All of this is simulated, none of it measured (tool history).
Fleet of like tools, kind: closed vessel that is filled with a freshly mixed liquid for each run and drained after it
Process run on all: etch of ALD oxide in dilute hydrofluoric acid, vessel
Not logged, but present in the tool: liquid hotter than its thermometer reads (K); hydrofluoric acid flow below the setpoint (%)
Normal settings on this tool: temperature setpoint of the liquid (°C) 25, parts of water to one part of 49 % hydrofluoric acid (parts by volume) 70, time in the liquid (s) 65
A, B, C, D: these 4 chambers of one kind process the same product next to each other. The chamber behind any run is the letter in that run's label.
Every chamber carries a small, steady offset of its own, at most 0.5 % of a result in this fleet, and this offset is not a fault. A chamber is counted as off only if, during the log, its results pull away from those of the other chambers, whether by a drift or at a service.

run   hour  temperature setpoint of the liquid (°C)  parts of water to one part of 49 % hydrofluoric acid (parts by volume)  time in the liquid (s)  hours since the thermometer was replaced  hours since the hydrofluoric acid flow meter was replaced  read-back film thickness of the ALD oxide reference wafer, read on the same gauge (nm)  thickness taken off the ALD oxide on a monitor wafer (Å)
 1C    4.2                                       25                                                                      70                      65                                     382.3                                                       41.1                                                                                  90.006                                                    120.41
 2D    9.8                                       25                                                                      70                      65                                    1739.5                                                        182                                                                                  90.058                                                    122.33
 3B   15.8                                       25                                                                      70                      65                                     144.7                                                     1025.5                                                                                  89.991                                                     121.9
 4A   20.9                                       25                                                                      70                      65                                     132.2                                                     1071.9                                                                                  90.004                                                    121.02
 5B     28                                       25                                                                      70                      65                                     156.9                                                     1037.7                                                                                  90.009                                                    120.41
 6C   32.6                                       21                                                                      70                     100                                     410.7                                                       69.5                                                                                  89.983                                                    157.88
 7A   38.7                                       21                                                                      70                     100                                       150                                                     1089.7                                                                                  89.964                                                    155.96
 8D   47.2                                       21                                                                      70                     100                                    1776.9                                                      219.4                                                                                  90.034                                                    157.84
 9B   53.3                                       21                                                                      70                     100                                     182.2                                                       1063                                                                                  90.016                                                    158.65
10A   57.6                                       25                                                                      70                      65                                     168.9                                                     1108.6                                                                                  89.985                                                    117.82
11C   63.5                                       25                                                                      70                      65                                     441.6                                                      100.4                                                                                  89.974                                                    121.23
12D     71                                       25                                                                      70                      85                                    1800.7                                                      243.2                                                                                  89.975                                                    158.58
13A   76.6                                       25                                                                      70                      85                                     187.9                                                     1127.6                                                                                  90.023                                                    151.36
14C   80.5                                       25                                                                      70                      85                                     458.6                                                      117.4                                                                                  89.999                                                    158.85
15B   89.3                                       25                                                                      70                      85                                     218.2                                                       1099                                                                                      90                                                    157.95
16D   93.3                                       25                                                                      70                      65                                      1823                                                      265.5                                                                                  89.945                                                    120.49
17B   98.4                                       25                                                                      70                      65                                     227.3                                                     1108.1                                                                                      90                                                    119.77
18A  106.6                                       25                                                                      70                      65                                     217.9                                                     1157.6                                                                                  90.029                                                    114.19
19D  114.2                                       25                                                                      90                      65                                    1843.9                                                      286.4                                                                                  89.968                                                    92.695
20C    120                                       25                                                                      90                      65                                     498.1                                                      156.9                                                                                  89.973                                                        92
21B  128.4                                       25                                                                      90                      65                                     257.3                                                     1138.1                                                                                  90.002                                                    92.655
22A    133                                       25                                                                      90                      65                                     244.3                                                       1184                                                                                  90.002                                                    86.861
     136.5  -- chamber D: thermometer replaced
23D  137.5                                       25                                                                      70                      65                                         1                                                      309.7                                                                                  89.986                                                     121.4
24C  142.4                                       25                                                                      70                      65                                     520.5                                                      179.3                                                                                  89.977                                                     121.8

The same settings go to every chamber for the next run, one line per chamber below. Forecast the results for each:
25A  148.9                                       25                                                                      70                      65                                                                                                                                                                                                                                                      ?
25B  148.9                                       25                                                                      70                      65                                                                                                                                                                                                                                                      ?
25C  148.9                                       25                                                                      70                      65                                                                                                                                                                                                                                                      ?
25D  148.9                                       25                                                                      70                      65                                                                                                                                                                                                                                                      ?

run  thickness taken off the ALD oxide on a monitor wafer (Å)
25A                                                    112.39
25B                                                    120.78
25C                                                    121.06
25D                                                    120.54

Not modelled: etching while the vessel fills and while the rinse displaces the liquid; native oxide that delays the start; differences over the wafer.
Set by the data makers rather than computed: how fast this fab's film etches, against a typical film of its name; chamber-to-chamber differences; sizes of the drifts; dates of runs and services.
